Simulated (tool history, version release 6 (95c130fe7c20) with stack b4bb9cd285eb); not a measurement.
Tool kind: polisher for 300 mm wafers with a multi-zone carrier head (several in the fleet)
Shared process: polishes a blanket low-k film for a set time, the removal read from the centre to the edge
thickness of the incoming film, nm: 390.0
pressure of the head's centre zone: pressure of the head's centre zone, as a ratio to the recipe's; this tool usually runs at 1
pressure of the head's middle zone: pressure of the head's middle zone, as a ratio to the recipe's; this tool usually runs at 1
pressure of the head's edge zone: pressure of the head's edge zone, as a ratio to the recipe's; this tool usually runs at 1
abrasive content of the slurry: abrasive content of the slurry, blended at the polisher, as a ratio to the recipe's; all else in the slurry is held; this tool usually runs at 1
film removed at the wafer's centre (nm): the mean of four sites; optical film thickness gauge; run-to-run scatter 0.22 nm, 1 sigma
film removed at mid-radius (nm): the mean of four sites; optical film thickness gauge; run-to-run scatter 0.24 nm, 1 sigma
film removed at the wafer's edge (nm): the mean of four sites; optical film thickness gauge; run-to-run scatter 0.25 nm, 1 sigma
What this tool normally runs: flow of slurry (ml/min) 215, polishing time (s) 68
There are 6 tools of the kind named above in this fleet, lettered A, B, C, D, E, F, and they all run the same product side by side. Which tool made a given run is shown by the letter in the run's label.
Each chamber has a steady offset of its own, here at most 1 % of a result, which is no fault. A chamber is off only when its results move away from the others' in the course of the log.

run	hour	flow of slurry (ml/min)	pressure of the head's centre zone	pressure of the head's middle zone	pressure of the head's edge zone	abrasive content of the slurry	polishing time (s)	film removed at the wafer's centre (nm)	film removed at mid-radius (nm)	film removed at the wafer's edge (nm)
# hour 0.6: chamber D: edge zone pressure recalibrated
# hour 5.7: chamber C: worn pad replaced by a new one
1C	6	215	1	1	1	1	68	17.877	18.557	17.99
2F	15.1	215	1	1	1	1	68	18.498	18.427	18.324
3E	19.8	215	1	1	1	1	68	17.883	18.391	17.943
# hour 20.7: chamber E: worn pad replaced by a new one
# hour 25.8: chamber D: worn pad replaced by a new one
# hour 26.6: chamber B: slurry nozzle cleaned
4D	27.1	215	1	1	1	1	68	18.19	18.023	17.799
# hour 28.9: chamber A: worn pad replaced by a new one
5B	35.4	215	1	1	1	1	68	18.074	17.956	18.084
6A	41.7	215	1	1	1	1	68	18.274	18.006	18.364
7E	46.8	215	1	1	1	1	68	18.148	17.849	18.038
8B	51.9	215	1	1	1	1	68	17.858	17.988	18.124
# hour 60.3: chamber F: centre zone pressure recalibrated
9F	62.1	215	1	1	1	1	68	18.071	17.993	17.761
# hour 70.3: chamber C: worn pad replaced by a new one
10A	71.2	215	1	1	1	1	68	18.598	17.912	18.43
# hour 72.8: chamber E: worn pad replaced by a new one
11C	78.1	215	1	1	1	1	68	17.966	18.242	18.37
12D	86.6	215	1	1	1	1	68	18.165	18.519	17.808
13A	93.4	215	1	1	1	1	68	18.097	17.946	18.128
14F	98.1	215	1	1	1	1	68	18.094	17.706	18.335
15D	107.6	215	1	1	1	1	68	18.604	18.463	18.56
16E	115.4	215	1	1	1	1	68	18.192	17.878	18.256
17C	121.8	215	1	1	1	1	68	18.033	17.986	18.282
# hour 126.8: chamber E: worn pad replaced by a new one
# hour 127.9: chamber B: worn pad replaced by a new one
# hour 130.4: chamber F: slurry nozzle cleaned
18B	131.2	215	1	1	1	1	68	17.806	17.777	18.453
19A	138.8	215	1	1	1	1	68	18.32	18.626	18.403
# hour 142.8: chamber C: worn pad replaced by a new one
20D	146.8	215	1	1	1	1	68	18.178	18.31	17.86
21E	152.2	215	1	1	1	1	68	18.469	18.38	18.095
# hour 155.4: chamber D: worn pad replaced by a new one
22B	160.5	215	1	0.95	1.07	1	68	18.001	17.46	18.637
# hour 162.5: chamber E: edge zone pressure recalibrated
23F	170.4	215	1	0.95	1.07	1	68	17.962	16.805	18.645
# hour 171.2: chamber A: worn pad replaced by a new one
24C	178.9	215	1	0.95	1.07	1	68	18.298	17.265	19.112
# hour 187.8: chamber E: worn pad replaced by a new one
25E	188.2	215	1	0.95	1.07	1	68	18.442	17.529	18.81
26B	193.9	215	1	0.95	1.07	1	68	17.784	17.064	18.613
27A	199.1	215	1	0.95	1.07	1	68	18.369	17.529	18.887
# hour 203.9: chamber C: worn pad replaced by a new one
28C	207.8	215	1	1	1	1	68	17.688	18.042	18.45
29F	216.1	215	1	1.08	1	1	68	17.235	18.789	16.686
30D	220.8	215	1	1.08	1	1	68	18.175	19.665	17.878
31E	228.8	215	1	1.08	1	1	68	18.143	19.728	17.908
32F	239	215	1	1.08	1	1	68	17.023	18.21	16.753
# hour 239.5: chamber A: edge zone pressure recalibrated
33D	248.8	215	1	1.08	1	1	68	18.134	19.347	17.671
# hour 250.8: chamber E: worn pad replaced by a new one
# hour 251.5: chamber C: centre zone pressure recalibrated
34C	253.9	215	1	1.08	1	1	68	18.275	19.627	18.358
# hour 261: chamber C: worn pad replaced by a new one
35A	261.7	215	1	1	1	1	68	18.004	17.984	18.528
36B	271.5	215	1	1	1	1	68	18.082	17.677	18.277
# hour 272.6: chamber B: worn pad replaced by a new one
37C	277.1	215	1	1	1	0.75	68	15.681	15.834	16.338
38E	284.8	215	1	1	1	0.75	68	15.486	15.981	15.978
39B	290.3	215	1	1	1	0.75	68	15.513	15.643	15.637
40F	296.2	215	1	1	1	0.75	68	14.005	14.139	14.171
41A	301.2	215	1	1	1	0.75	68	15.545	15.842	15.798

Has any chamber moved away from the others, gradually or after a service, or does the common gauge drift, or do the chambers differ only by their own small steady offsets? State the chamber and the most likely cause if one applies.

It is chamber F that slowly wanders off from its peers.
Most likely cause: removal rate lost through wear of the pad, % = 12.2.

Below are 4 candidate recipes for chamber F's next run, each the usual settings with a change, their results shown as question marks. Which of them brings F's results back in line with what the other chambers give on the usual settings?
In line means no further than this from the other chambers' mean on the usual settings: film removed at the wafer's centre (nm) 0.75; film removed at mid-radius (nm) 0.83; film removed at the wafer's edge (nm) 0.86
42F-1	308.5	220	1	1	1.02	1.1	84	?	?	?
42F-2	308.5	215	1	1	0.99	0.95	61	?	?	?
42F-3	308.5	215	1	1	1.01	1.05	75	?	?	?
42F-4	308.5	210	1	1	0.99	0.95	53	?	?	?

Mean of the other chambers on the usual settings: film removed at the wafer's centre (nm) 18.119; film removed at mid-radius (nm) 18.132; film removed at the wafer's edge (nm) 18.186
run	film removed at the wafer's centre (nm)	film removed at mid-radius (nm)	film removed at the wafer's edge (nm)
42F-1	20.488	20.777	20.886
42F-2	13.899	14.101	13.961
42F-3	17.869	18.128	18.141
42F-4	12.032	12.212	12.101
Change 42F-3 lands the chamber within the allowed miss of the other chambers.
